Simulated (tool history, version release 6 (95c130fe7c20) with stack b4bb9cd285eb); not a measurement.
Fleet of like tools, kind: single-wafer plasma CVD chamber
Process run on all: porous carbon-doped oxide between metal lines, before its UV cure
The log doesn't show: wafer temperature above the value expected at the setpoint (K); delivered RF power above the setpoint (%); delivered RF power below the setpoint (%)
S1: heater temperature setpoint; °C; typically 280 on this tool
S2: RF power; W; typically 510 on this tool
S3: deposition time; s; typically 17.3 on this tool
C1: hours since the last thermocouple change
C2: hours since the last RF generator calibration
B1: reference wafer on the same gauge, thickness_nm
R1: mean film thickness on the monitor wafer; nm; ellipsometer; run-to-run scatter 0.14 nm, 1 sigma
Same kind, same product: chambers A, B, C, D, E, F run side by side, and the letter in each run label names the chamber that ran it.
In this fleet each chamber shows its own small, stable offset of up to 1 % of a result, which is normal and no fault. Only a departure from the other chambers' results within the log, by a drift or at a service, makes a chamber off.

Run 1E, day 0.238: usual settings; C1 1579.8; C2 732.3; B1 99.004. Result: R1 108.160 nm.
Run 2D, day 0.504: usual settings; C1 747.0; C2 641.0; B1 98.982. Result: R1 108.120 nm.
Run 3C, day 0.667: usual settings; C1 1012.4; C2 1129.6; B1 99.050. Result: R1 109.410 nm.
Run 4F, day 0.908: usual settings; C1 226.8; C2 1404.1; B1 99.009. Result: R1 109.080 nm.
Run 5A, day 1.125: usual settings; C1 1735.6; C2 135.9; B1 99.077. Result: R1 110.020 nm.
Run 6B, day 1.388: usual settings; C1 3328.3; C2 246.7; B1 99.089. Result: R1 108.860 nm.
Run 7F, day 1.646: usual settings; C1 244.5; C2 1421.8; B1 99.081. Result: R1 109.380 nm.
Run 8C, day 1.912: usual settings; C1 1042.3; C2 1159.5; B1 99.110. Result: R1 109.450 nm.
Run 9E, day 2.183: usual settings; C1 1626.5; C2 779.0; B1 99.104. Result: R1 108.200 nm.
Run 10D, day 2.333: usual settings; C1 790.9; C2 684.9; B1 99.147. Result: R1 108.250 nm.
Run 11A, day 2.550: usual settings; C1 1769.8; C2 170.1; B1 99.133. Result: R1 109.820 nm.
Run 12B, day 2.771: usual settings; C1 3361.5; C2 279.9; B1 99.151. Result: R1 108.660 nm.
Run 13E, day 3.012: usual settings but S1 289 °C, S2 450 W; C1 1646.4; C2 798.9; B1 99.192. Result: R1 93.771 nm.
Run 14A, day 3.175: usual settings but S1 289 °C, S2 450 W; C1 1784.8; C2 185.1; B1 99.170. Result: R1 95.346 nm.
At day 3.375: chamber B: thermocouple changed; heater temperature recalibrated.
Run 15B, day 3.383: usual settings but S1 289 °C, S2 450 W; C1 0.2; C2 294.6; B1 99.200. Result: R1 94.786 nm.
Run 16F, day 3.671: usual settings but S1 289 °C, S2 450 W; C1 293.1; C2 1470.4; B1 99.192. Result: R1 94.783 nm.
Run 17D, day 3.908: usual settings but S1 289 °C, S2 450 W; C1 828.7; C2 722.7; B1 99.209. Result: R1 94.276 nm.
Run 18C, day 4.079: usual settings but S1 289 °C, S2 450 W; C1 1094.3; C2 1211.5; B1 99.239. Result: R1 95.152 nm.
Run 19C, day 4.367: usual settings but S2 540 W, S3 20.1 s; C1 1101.2; C2 1218.4; B1 99.230. Result: R1 131.950 nm.
Run 20D, day 4.692: usual settings but S2 540 W, S3 20.1 s; C1 847.5; C2 741.5; B1 99.237. Result: R1 130.660 nm.
Run 21B, day 4.858: usual settings but S2 540 W, S3 20.1 s; C1 35.6; C2 330.0; B1 99.284. Result: R1 131.010 nm.
Run 22A, day 5.079: usual settings but S2 540 W, S3 20.1 s; C1 1830.5; C2 230.8; B1 99.266. Result: R1 132.430 nm.
Run 23F, day 5.375: usual settings but S2 540 W, S3 20.1 s; C1 334.0; C2 1511.3; B1 99.307. Result: R1 131.530 nm.
Run 24E, day 5.658: usual settings but S2 540 W, S3 20.1 s; C1 1709.9; C2 862.4; B1 99.321. Result: R1 130.150 nm.
Run 25C, day 5.842: usual settings; C1 1136.6; C2 1253.8; B1 99.312. Result: R1 109.580 nm.
Run 26B, day 6.129: usual settings but S3 19.1 s; C1 66.1; C2 360.5; B1 99.344. Result: R1 120.120 nm.
Run 27E, day 6.358: usual settings but S3 19.1 s; C1 1726.7; C2 879.2; B1 99.341. Result: R1 119.310 nm.
Run 28A, day 6.621: usual settings but S3 19.1 s; C1 1867.5; C2 267.8; B1 99.333. Result: R1 121.550 nm.
Run 29D, day 6.788: usual settings but S3 19.1 s; C1 897.8; C2 791.8; B1 99.346. Result: R1 119.620 nm.
Run 30F, day 6.933: usual settings but S3 19.1 s; C1 371.4; C2 1548.7; B1 99.362. Result: R1 120.820 nm.
Run 31D, day 7.262: usual settings but S3 19.1 s; C1 909.2; C2 803.2; B1 99.408. Result: R1 119.750 nm.
Run 32C, day 7.417: usual settings; C1 1174.4; C2 1291.6; B1 99.403. Result: R1 109.890 nm.
Run 33F, day 7.679: usual settings; C1 389.3; C2 1566.6; B1 99.421. Result: R1 109.730 nm.
Run 34B, day 7.896: usual settings but S2 555 W; C1 108.5; C2 402.9; B1 99.440. Result: R1 115.410 nm.
Run 35A, day 8.158: usual settings but S2 555 W; C1 1904.4; C2 304.7; B1 99.432. Result: R1 116.620 nm.
Run 36E, day 8.421: usual settings but S2 555 W; C1 1776.2; C2 928.7; B1 99.465. Result: R1 114.850 nm.
Run 37E, day 8.750: usual settings but S2 555 W; C1 1784.1; C2 936.6; B1 99.494. Result: R1 114.770 nm.
Run 38C, day 9.079: usual settings but S2 555 W; C1 1214.3; C2 1331.5; B1 99.479. Result: R1 116.620 nm.
Run 39D, day 9.262: usual settings but S2 555 W; C1 957.2; C2 851.2; B1 99.508. Result: R1 115.130 nm.

All chambers now run identical settings, listed one chamber a line with results as question marks. What results will each chamber show?
Run 40A, day 9.504: usual settings. Result: R1 ?.
Run 40B, day 9.504: usual settings. Result: R1 ?.
Run 40C, day 9.504: usual settings. Result: R1 ?.
Run 40D, day 9.504: usual settings. Result: R1 ?.
Run 40E, day 9.504: usual settings. Result: R1 ?.
Run 40F, day 9.504: usual settings. Result: R1 ?.

run       R1
40A  110.450
40B  109.390
40C  110.000
40D  108.720
40E  108.710
40F  109.740
